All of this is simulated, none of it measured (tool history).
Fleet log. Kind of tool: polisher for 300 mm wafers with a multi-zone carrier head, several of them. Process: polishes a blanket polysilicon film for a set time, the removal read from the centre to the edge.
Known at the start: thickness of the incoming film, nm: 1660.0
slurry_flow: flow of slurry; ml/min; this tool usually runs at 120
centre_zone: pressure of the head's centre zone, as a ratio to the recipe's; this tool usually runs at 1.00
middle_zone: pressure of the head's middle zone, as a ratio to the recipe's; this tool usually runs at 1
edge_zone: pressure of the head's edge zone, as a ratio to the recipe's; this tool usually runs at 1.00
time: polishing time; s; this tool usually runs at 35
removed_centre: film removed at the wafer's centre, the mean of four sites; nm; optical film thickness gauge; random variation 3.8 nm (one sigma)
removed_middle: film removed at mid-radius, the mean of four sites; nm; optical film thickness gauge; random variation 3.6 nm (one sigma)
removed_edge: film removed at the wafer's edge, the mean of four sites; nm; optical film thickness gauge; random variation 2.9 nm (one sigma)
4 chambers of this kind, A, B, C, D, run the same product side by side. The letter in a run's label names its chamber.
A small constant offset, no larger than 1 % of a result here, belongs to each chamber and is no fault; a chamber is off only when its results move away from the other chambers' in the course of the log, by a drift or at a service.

run,hour,slurry_flow,centre_zone,middle_zone,edge_zone,time,removed_centre,removed_middle,removed_edge
1D,12.8,120,1.00,1,1.00,35,379.17,378.46,379.05
# hour 15.6: chamber A: worn pad replaced by a new one
2A,20.6,120,1.00,1,1.00,35,380.20,371.75,379.20
# hour 25.5: chamber C: centre zone pressure recalibrated
# hour 26.1: chamber B: worn pad replaced by a new one
3B,32.5,120,1.00,1,1.00,35,379.04,382.61,379.74
4C,43.0,120,1.00,1,1.00,35,381.96,380.55,379.82
# hour 45.0: chamber C: worn pad replaced by a new one
# hour 46.0: chamber D: worn pad replaced by a new one
# hour 56.1: chamber A: slurry nozzle cleaned
5A,57.8,120,1.00,1,1.00,35,377.77,376.30,378.19
6D,69.2,120,1.00,1,1.00,35,379.74,381.03,382.93
7C,75.9,120,1.00,1,1.00,35,375.64,376.54,380.09
8B,89.2,120,1.00,1,1.00,35,381.67,379.44,381.07
# hour 91.1: chamber B: worn pad replaced by a new one
# hour 95.1: chamber C: slurry nozzle cleaned
9B,103.7,120,1.00,1,1.00,35,379.73,386.30,388.04
10C,111.7,120,1.00,1,1.00,35,377.25,384.35,379.76
11D,123.1,120,1.00,1,1.00,35,377.35,385.82,381.77
12A,137.8,120,1.00,1,1.00,35,381.95,382.20,374.01
# hour 143.5: chamber D: worn pad replaced by a new one
13D,152.8,120,1.00,1,1.00,35,385.30,383.98,376.38
# hour 158.0: chamber B: worn pad replaced by a new one
14B,159.9,120,1.00,1,1.00,35,379.92,384.94,379.09
15C,168.7,120,1.00,1,1.00,35,377.02,378.34,381.87
# hour 173.0: chamber C: worn pad replaced by a new one
16A,177.6,120,1.00,1,1.00,35,383.03,377.78,372.37
# hour 183.4: chamber A: worn pad replaced by a new one
17D,191.6,120,1.00,1,1.00,35,386.43,375.79,379.50
18C,198.5,120,0.91,1,1.00,25,245.48,270.04,273.43
19B,209.7,120,0.91,1,1.00,25,245.43,268.50,277.87
20A,219.0,120,0.91,1,1.00,25,245.76,265.48,268.66
# hour 223.9: chamber D: worn pad replaced by a new one
# hour 224.9: chamber B: worn pad replaced by a new one
21D,227.6,120,0.91,1,1.00,25,243.34,269.89,274.98
22C,235.9,120,1.00,1,1.00,35,376.46,374.43,380.71
23B,251.2,120,1.00,1,1.00,35,380.16,390.84,379.31
24A,263.4,120,1.00,1,1.00,35,379.56,378.23,375.45
25D,277.7,120,1.00,1,0.92,29,312.50,313.72,303.94
26C,286.5,120,1.00,1,0.92,29,316.92,315.38,303.17
27A,296.4,120,1.00,1,0.92,29,315.24,309.60,293.87
# hour 298.5: chamber D: centre zone pressure recalibrated
# hour 302.8: chamber B: worn pad replaced by a new one
# hour 303.1: chamber B: edge zone pressure recalibrated
28B,307.0,120,1.00,1,0.92,29,314.23,316.93,302.18
# hour 314.2: chamber D: worn pad replaced by a new one
29D,315.0,120,1.00,1,1.00,35,378.74,378.30,385.23
30A,325.0,120,1.00,1,1.00,35,377.66,371.36,375.98

Has any chamber moved away from the others, gradually or after a service, or does the common gauge drift, or do the chambers differ only by their own small steady offsets? State the chamber and the most likely cause if one applies.

All chambers stay in line apart from their small fixed offsets, and the gauge does not drift.

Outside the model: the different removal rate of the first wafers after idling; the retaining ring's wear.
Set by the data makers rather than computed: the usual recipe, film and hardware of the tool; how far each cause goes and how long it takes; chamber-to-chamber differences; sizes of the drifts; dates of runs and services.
